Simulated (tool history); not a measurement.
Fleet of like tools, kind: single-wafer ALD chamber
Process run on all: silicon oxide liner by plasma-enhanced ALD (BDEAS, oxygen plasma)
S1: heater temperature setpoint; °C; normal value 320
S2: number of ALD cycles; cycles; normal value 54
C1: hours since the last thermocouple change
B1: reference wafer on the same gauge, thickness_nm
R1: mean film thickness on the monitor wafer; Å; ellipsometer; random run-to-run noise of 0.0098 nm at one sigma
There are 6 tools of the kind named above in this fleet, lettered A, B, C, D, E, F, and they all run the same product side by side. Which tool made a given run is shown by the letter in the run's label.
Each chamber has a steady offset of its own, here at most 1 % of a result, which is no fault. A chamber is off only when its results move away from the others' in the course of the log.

Run 1B, hour 2.8: usual settings; C1 712.3; B1 5.6212. Result: R1 48.830 Å.
Run 2D, hour 5.6: usual settings; C1 419.2; B1 5.6194. Result: R1 49.293 Å.
Run 3E, hour 9.4: usual settings; C1 123.9; B1 5.6198. Result: R1 48.636 Å.
Run 4C, hour 14.7: usual settings; C1 1975.7; B1 5.6181. Result: R1 48.938 Å.
Run 5A, hour 20.1: usual settings; C1 1986.7; B1 5.6187. Result: R1 48.709 Å.
Run 6F, hour 23.4: usual settings but S1 334 °C; C1 1623.2; B1 5.6191. Result: R1 47.613 Å.
Run 7C, hour 25.9: usual settings but S1 334 °C; C1 1986.9; B1 5.6192. Result: R1 48.028 Å.
Run 8D, hour 28.9: usual settings but S1 334 °C; C1 442.5; B1 5.6208. Result: R1 48.259 Å.
Run 9F, hour 32.4: usual settings but S1 334 °C; C1 1632.2; B1 5.6179. Result: R1 48.001 Å.
Run 10B, hour 35.9: usual settings but S1 334 °C; C1 745.4; B1 5.6222. Result: R1 47.883 Å.
Run 11E, hour 38.6: usual settings but S1 334 °C; C1 153.1; B1 5.6231. Result: R1 47.780 Å.
Run 12A, hour 42.9: usual settings; C1 2009.5; B1 5.6192. Result: R1 48.743 Å.
Run 13A, hour 48.4: usual settings; C1 2015.0; B1 5.6212. Result: R1 48.781 Å.
Run 14D, hour 53.9: usual settings; C1 467.5; B1 5.6153. Result: R1 49.389 Å.
Run 15C, hour 57.4: usual settings; C1 2018.4; B1 5.6167. Result: R1 48.986 Å.
At hour 57.7: chamber C: thermocouple changed; heater temperature recalibrated.
Run 16E, hour 60.2: usual settings; C1 174.7; B1 5.6208. Result: R1 48.660 Å.
Run 17B, hour 63.4: usual settings; C1 772.9; B1 5.6186. Result: R1 48.825 Å.
Run 18F, hour 67.6: usual settings; C1 1667.4; B1 5.6202. Result: R1 48.753 Å.
Run 19A, hour 70.1: usual settings; C1 2036.7; B1 5.6209. Result: R1 48.926 Å.
Run 20B, hour 72.7: usual settings; C1 782.2; B1 5.6195. Result: R1 48.931 Å.
Run 21E, hour 77.1: usual settings; C1 191.6; B1 5.6225. Result: R1 48.645 Å.
Run 22D, hour 80.0: usual settings but S2 62 cycles; C1 493.6; B1 5.6215. Result: R1 56.723 Å.
Run 23C, hour 82.6: usual settings but S2 62 cycles; C1 25.0; B1 5.6192. Result: R1 56.149 Å.
Run 24F, hour 85.7: usual settings but S2 62 cycles; C1 1685.5; B1 5.6191. Result: R1 56.080 Å.
Run 25B, hour 90.3: usual settings but S2 62 cycles; C1 799.8; B1 5.6200. Result: R1 56.079 Å.
Run 26D, hour 93.4: usual settings but S2 62 cycles; C1 507.0; B1 5.6176. Result: R1 56.781 Å.
Run 27F, hour 96.8: usual settings but S2 62 cycles; C1 1696.6; B1 5.6209. Result: R1 55.970 Å.
Run 28E, hour 100.6: usual settings but S1 308 °C, S2 63 cycles; C1 215.1; B1 5.6201. Result: R1 57.901 Å.
Run 29C, hour 105.7: usual settings but S1 308 °C, S2 63 cycles; C1 48.1; B1 5.6189. Result: R1 58.174 Å.
Run 30A, hour 109.3: usual settings but S1 308 °C, S2 63 cycles; C1 2075.9; B1 5.6195. Result: R1 58.013 Å.
Run 31B, hour 112.2: usual settings but S1 308 °C, S2 63 cycles; C1 821.7; B1 5.6231. Result: R1 58.271 Å.
Run 32F, hour 116.6: usual settings but S1 308 °C, S2 63 cycles; C1 1716.4; B1 5.6199. Result: R1 57.884 Å.
Run 33E, hour 119.6: usual settings but S1 308 °C, S2 63 cycles; C1 234.1; B1 5.6205. Result: R1 57.982 Å.
Run 34C, hour 125.0: usual settings but S1 309 °C, S2 50 cycles; C1 67.4; B1 5.6194. Result: R1 46.044 Å.
Run 35A, hour 130.4: usual settings but S1 309 °C, S2 50 cycles; C1 2097.0; B1 5.6215. Result: R1 45.971 Å.
Run 36D, hour 135.8: usual settings but S1 309 °C, S2 50 cycles; C1 549.4; B1 5.6200. Result: R1 46.365 Å.
Run 37F, hour 139.1: usual settings but S1 309 °C, S2 50 cycles; C1 1738.9; B1 5.6206. Result: R1 45.827 Å.
Run 38B, hour 144.5: usual settings but S1 309 °C, S2 50 cycles; C1 854.0; B1 5.6199. Result: R1 45.925 Å.
Run 39E, hour 149.9: usual settings but S1 309 °C, S2 50 cycles; C1 264.4; B1 5.6192. Result: R1 45.992 Å.

Next, every chamber runs the same settings. What will each give?
Run 40A, hour 153.8: usual settings but S1 328 °C. Result: R1 ?.
Run 40B, hour 153.8: usual settings but S1 328 °C. Result: R1 ?.
Run 40C, hour 153.8: usual settings but S1 328 °C. Result: R1 ?.
Run 40D, hour 153.8: usual settings but S1 328 °C. Result: R1 ?.
Run 40E, hour 153.8: usual settings but S1 328 °C. Result: R1 ?.
Run 40F, hour 153.8: usual settings but S1 328 °C. Result: R1 ?.

run      R1
40A  48.182
40B  48.109
40C  48.257
40D  48.741
40E  48.187
40F  48.271

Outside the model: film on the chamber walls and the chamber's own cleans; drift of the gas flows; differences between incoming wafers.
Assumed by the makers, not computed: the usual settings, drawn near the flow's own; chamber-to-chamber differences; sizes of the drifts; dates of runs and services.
